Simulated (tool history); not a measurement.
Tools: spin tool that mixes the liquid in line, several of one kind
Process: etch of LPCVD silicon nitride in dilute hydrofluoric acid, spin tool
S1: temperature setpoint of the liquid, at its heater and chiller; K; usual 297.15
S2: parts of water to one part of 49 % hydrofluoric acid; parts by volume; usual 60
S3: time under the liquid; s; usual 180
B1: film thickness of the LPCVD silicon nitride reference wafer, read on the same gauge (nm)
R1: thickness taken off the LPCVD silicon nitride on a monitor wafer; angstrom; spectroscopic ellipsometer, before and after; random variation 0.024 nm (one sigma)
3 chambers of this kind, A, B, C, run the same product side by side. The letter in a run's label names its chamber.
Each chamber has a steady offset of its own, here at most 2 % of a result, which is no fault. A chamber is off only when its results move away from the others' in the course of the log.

run,hour,S1,S2,S3,B1,R1
1C,5.9,297.15,60,180,120.00,12.9150
2B,11.4,297.15,60,180,120.00,13.2180
3A,19.1,297.15,60,180,119.99,12.8040
4C,23.7,297.15,60,180,120.03,13.6190
5A,28.7,297.15,60,180,119.97,13.0370
6B,34.6,297.15,60,180,120.01,13.4830
7C,39.0,297.15,60,180,120.04,13.7010
8A,45.5,297.15,60,180,120.00,13.1070
9B,52.2,297.15,60,180,119.99,13.2520
10B,60.1,297.15,60,180,119.99,13.5010
11A,65.1,297.15,60,180,120.03,13.0290
12C,72.8,297.15,60,180,120.00,13.3060
13A,77.4,297.15,60,180,120.00,12.8160
14C,85.3,297.15,60,180,120.00,13.4670
15B,94.2,297.15,60,180,119.99,13.2580
16C,99.4,297.15,60,180,119.97,13.6090
17B,103.6,297.15,60,180,120.02,13.0530
18A,109.4,297.15,60,180,119.99,12.8930
19B,117.2,297.15,60,180,119.97,13.0800
20A,123.3,297.15,80,180,120.03,10.0360
21C,129.8,297.15,80,180,119.99,10.7560
22A,134.6,297.15,80,180,120.00,9.4949
23C,144.3,297.15,60,180,120.02,14.4370
24B,149.1,297.15,60,180,119.99,13.3370
25B,154.7,297.15,60,180,120.01,13.6720
26A,162.4,297.15,60,180,120.01,12.9150
27C,167.1,297.15,30,180,120.00,29.6760
28B,172.5,297.15,30,180,119.98,26.2060
29A,180.4,297.15,30,180,120.02,24.6740

What goes on in this fleet: one chamber off, a drifting gauge, or nothing beyond the chambers' own small offsets? Name the chamber and the cause, if any.

Chamber C drifts away from the others.
Cause: liquid hotter than its thermometer reads (K) = 2.17.

Here are 4 candidates for chamber C's next run, each the usual settings with a change, their results left as question marks. Which one brings its results back in line with what the others give on the usual settings?
In line means no further than this from the other chambers' mean on the usual settings: R1 0.8200 angstrom
30C-1,187.4,297.65,60,180,,?
30C-2,187.4,297.15,60,175,,?
30C-3,187.4,297.15,70,180,,?
30C-4,187.4,298.15,55,180,,?

The other chambers' mean on the usual settings: R1 13.1170 angstrom
run,R1
30C-1,15.9490
30C-2,15.0030
30C-3,13.2660
30C-4,17.9600
30C-3 brings the chamber back in line.

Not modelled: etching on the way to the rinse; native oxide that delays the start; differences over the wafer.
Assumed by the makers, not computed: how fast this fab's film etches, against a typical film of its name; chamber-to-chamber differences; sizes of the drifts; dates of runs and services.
